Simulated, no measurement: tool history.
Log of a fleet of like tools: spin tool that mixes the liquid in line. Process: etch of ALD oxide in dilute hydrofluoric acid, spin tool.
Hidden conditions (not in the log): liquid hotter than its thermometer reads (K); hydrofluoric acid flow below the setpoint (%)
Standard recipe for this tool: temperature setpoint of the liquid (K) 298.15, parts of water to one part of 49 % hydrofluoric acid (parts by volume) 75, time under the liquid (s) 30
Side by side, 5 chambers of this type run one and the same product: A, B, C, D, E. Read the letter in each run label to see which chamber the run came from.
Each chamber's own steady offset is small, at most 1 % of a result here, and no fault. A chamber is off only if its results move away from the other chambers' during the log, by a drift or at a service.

run,hour,temperature setpoint of the liquid (K),parts of water to one part of 49 % hydrofluoric acid (parts by volume),time under the liquid (s),hours since the thermometer was replaced,hours since the hydrofluoric acid flow meter was replaced,"read-back film thickness of the ALD oxide reference wafer, read on the same gauge (nm)",thickness taken off the ALD oxide on a monitor wafer (Å)
# hour 2.1: chamber C: thermometer replaced
1D,11.9,298.15,75,30,1587.6,763.8,109.99,69.754
2B,21.0,298.15,75,30,296.8,99.9,109.99,68.432
3E,28.5,298.15,75,30,147.4,326.5,109.99,68.757
4C,34.9,298.15,75,30,32.8,352.6,110.00,70.370
5A,46.6,298.15,75,30,273.8,341.5,109.99,68.560
6E,59.9,298.15,75,30,178.8,357.9,110.00,69.810
7D,73.5,295.15,75,35,1649.2,825.4,110.01,72.849
8B,87.3,295.15,75,35,363.1,166.2,110.01,71.828
9C,95.8,295.15,75,35,93.7,413.5,110.00,71.989
10A,105.6,295.15,75,35,332.8,400.5,110.01,70.336
11D,116.3,295.15,75,35,1692.0,868.2,109.99,72.956
12E,124.7,298.15,75,30,243.6,422.7,109.99,69.578
13C,134.0,298.15,75,30,131.9,451.7,110.02,69.066
14A,143.7,298.15,75,30,370.9,438.6,110.00,68.077
15B,155.5,298.15,75,30,431.3,234.4,109.99,68.942
16B,166.8,298.15,75,30,442.6,245.7,109.99,69.030
17A,180.5,298.15,75,30,407.7,475.4,110.01,67.577
18E,188.5,298.15,75,30,307.4,486.5,110.00,70.236
19D,196.0,298.15,110,30,1771.7,947.9,110.01,45.065
# hour 204.7: chamber D: thermometer replaced
20C,208.8,298.15,110,30,206.7,526.5,109.99,44.987
21B,219.0,298.15,110,30,494.8,297.9,109.98,44.474
22E,226.7,298.15,110,30,345.6,524.7,110.00,46.095
23D,236.8,298.15,110,30,32.2,988.7,109.99,45.440
24C,249.1,298.15,75,30,247.0,566.8,109.99,69.395
25A,258.4,298.15,75,30,485.6,553.3,109.99,64.893
26E,266.0,298.15,75,30,384.9,564.0,110.00,70.521
27A,274.0,298.15,75,30,501.2,568.9,110.00,66.923
28B,285.9,298.15,75,30,561.7,364.8,109.98,69.438
29D,292.6,298.15,75,30,88.0,1044.5,109.99,68.935
30C,299.3,298.15,75,30,297.2,617.0,110.01,68.259
31C,309.2,298.15,75,30,307.1,626.9,109.98,69.338
32E,316.0,298.15,75,30,434.9,614.0,109.97,69.086
33A,322.5,298.15,75,30,549.7,617.4,110.00,64.189

Each of the 5 chambers runs these same settings next. Fill in every chamber's results:
34A,332.9,298.15,75,15,,,,?
34B,332.9,298.15,75,15,,,,?
34C,332.9,298.15,75,15,,,,?
34D,332.9,298.15,75,15,,,,?
34E,332.9,298.15,75,15,,,,?

run,thickness taken off the ALD oxide on a monitor wafer (Å)
34A,32.097
34B,34.617
34C,34.352
34D,34.457
34E,35.416

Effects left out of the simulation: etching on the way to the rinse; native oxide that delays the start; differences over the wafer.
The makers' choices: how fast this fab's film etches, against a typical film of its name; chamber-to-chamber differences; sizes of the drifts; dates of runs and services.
